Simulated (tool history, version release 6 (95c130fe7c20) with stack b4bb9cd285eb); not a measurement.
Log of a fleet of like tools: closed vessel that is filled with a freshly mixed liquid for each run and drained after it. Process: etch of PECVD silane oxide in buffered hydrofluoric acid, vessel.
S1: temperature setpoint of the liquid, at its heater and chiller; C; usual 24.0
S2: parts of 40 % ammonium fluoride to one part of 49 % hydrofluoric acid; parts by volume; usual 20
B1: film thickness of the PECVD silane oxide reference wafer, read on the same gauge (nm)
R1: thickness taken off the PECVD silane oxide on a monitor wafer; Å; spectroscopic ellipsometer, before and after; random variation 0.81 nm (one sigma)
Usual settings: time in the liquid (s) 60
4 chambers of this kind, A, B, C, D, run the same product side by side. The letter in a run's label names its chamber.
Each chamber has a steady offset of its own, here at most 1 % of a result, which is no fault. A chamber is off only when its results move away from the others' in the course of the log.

run 1D hour=6.5 | S1=24.0 S2=20 time_in_the_liquid_(s)=60 | B1=110.00 | R1=881.89
run 2C hour=10.3 | S1=24.0 S2=20 time_in_the_liquid_(s)=60 | B1=110.00 | R1=888.16
run 3A hour=17.2 | S1=24.0 S2=20 time_in_the_liquid_(s)=60 | B1=110.00 | R1=866.00
run 4B hour=24.3 | S1=24.0 S2=20 time_in_the_liquid_(s)=60 | B1=109.99 | R1=894.12
run 5B hour=27.9 | S1=24.0 S2=20 time_in_the_liquid_(s)=60 | B1=109.98 | R1=881.44
run 6D hour=33.3 | S1=24.0 S2=20 time_in_the_liquid_(s)=60 | B1=109.98 | R1=862.39
run 7C hour=40.2 | S1=24.0 S2=20 time_in_the_liquid_(s)=60 | B1=110.02 | R1=902.07
run 8A hour=47.0 | S1=24.0 S2=20 time_in_the_liquid_(s)=60 | B1=110.01 | R1=869.80
run 9A hour=51.2 | S1=24.0 S2=20 time_in_the_liquid_(s)=60 | B1=110.03 | R1=881.49
run 10C hour=58.0 | S1=24.0 S2=20 time_in_the_liquid_(s)=60 | B1=110.01 | R1=911.10
run 11D hour=65.2 | S1=24.0 S2=20 time_in_the_liquid_(s)=60 | B1=110.00 | R1=877.07
run 12B hour=71.5 | S1=24.0 S2=20 time_in_the_liquid_(s)=60 | B1=110.02 | R1=886.83
run 13C hour=76.4 | S1=24.0 S2=24 time_in_the_liquid_(s)=60 | B1=110.01 | R1=818.07
run 14B hour=82.6 | S1=24.0 S2=24 time_in_the_liquid_(s)=60 | B1=109.98 | R1=776.33
run 15D hour=87.3 | S1=24.0 S2=24 time_in_the_liquid_(s)=60 | B1=109.98 | R1=767.04
-- hour=92.9 chamber C: hydrofluoric acid flow meter replaced
run 16A hour=94.0 | S1=24.0 S2=24 time_in_the_liquid_(s)=60 | B1=109.99 | R1=759.50
run 17A hour=100.6 | S1=24.0 S2=20 time_in_the_liquid_(s)=60 | B1=109.96 | R1=876.48
run 18B hour=106.6 | S1=24.0 S2=20 time_in_the_liquid_(s)=60 | B1=109.99 | R1=884.50
run 19D hour=113.3 | S1=24.0 S2=20 time_in_the_liquid_(s)=60 | B1=109.98 | R1=870.34
run 20C hour=117.0 | S1=24.0 S2=20 time_in_the_liquid_(s)=60 | B1=109.99 | R1=941.26
run 21D hour=121.9 | S1=24.0 S2=20 time_in_the_liquid_(s)=60 | B1=110.01 | R1=865.69
run 22B hour=128.0 | S1=24.0 S2=20 time_in_the_liquid_(s)=60 | B1=109.98 | R1=872.03
run 23C hour=133.6 | S1=28.0 S2=20 time_in_the_liquid_(s)=60 | B1=110.01 | R1=1201.90
run 24A hour=139.7 | S1=28.0 S2=20 time_in_the_liquid_(s)=60 | B1=109.99 | R1=1096.70
run 25D hour=143.6 | S1=28.0 S2=20 time_in_the_liquid_(s)=60 | B1=109.99 | R1=1062.00
run 26C hour=148.7 | S1=28.0 S2=20 time_in_the_liquid_(s)=60 | B1=110.03 | R1=1209.30
run 27A hour=152.9 | S1=20.5 S2=26 time_in_the_liquid_(s)=60 | B1=109.96 | R1=598.20
run 28B hour=156.5 | S1=20.5 S2=26 time_in_the_liquid_(s)=60 | B1=109.99 | R1=606.56

Next, every chamber runs the same settings. What will each give?
run 29A hour=162.2 | S1=25.5 S2=20 time_in_the_liquid_(s)=60 | R1=?
run 29B hour=162.2 | S1=25.5 S2=20 time_in_the_liquid_(s)=60 | R1=?
run 29C hour=162.2 | S1=25.5 S2=20 time_in_the_liquid_(s)=60 | R1=?
run 29D hour=162.2 | S1=25.5 S2=20 time_in_the_liquid_(s)=60 | R1=?

run=29A R1=955.37
run=29B R1=975.90
run=29C R1=1071.90
run=29D R1=941.57
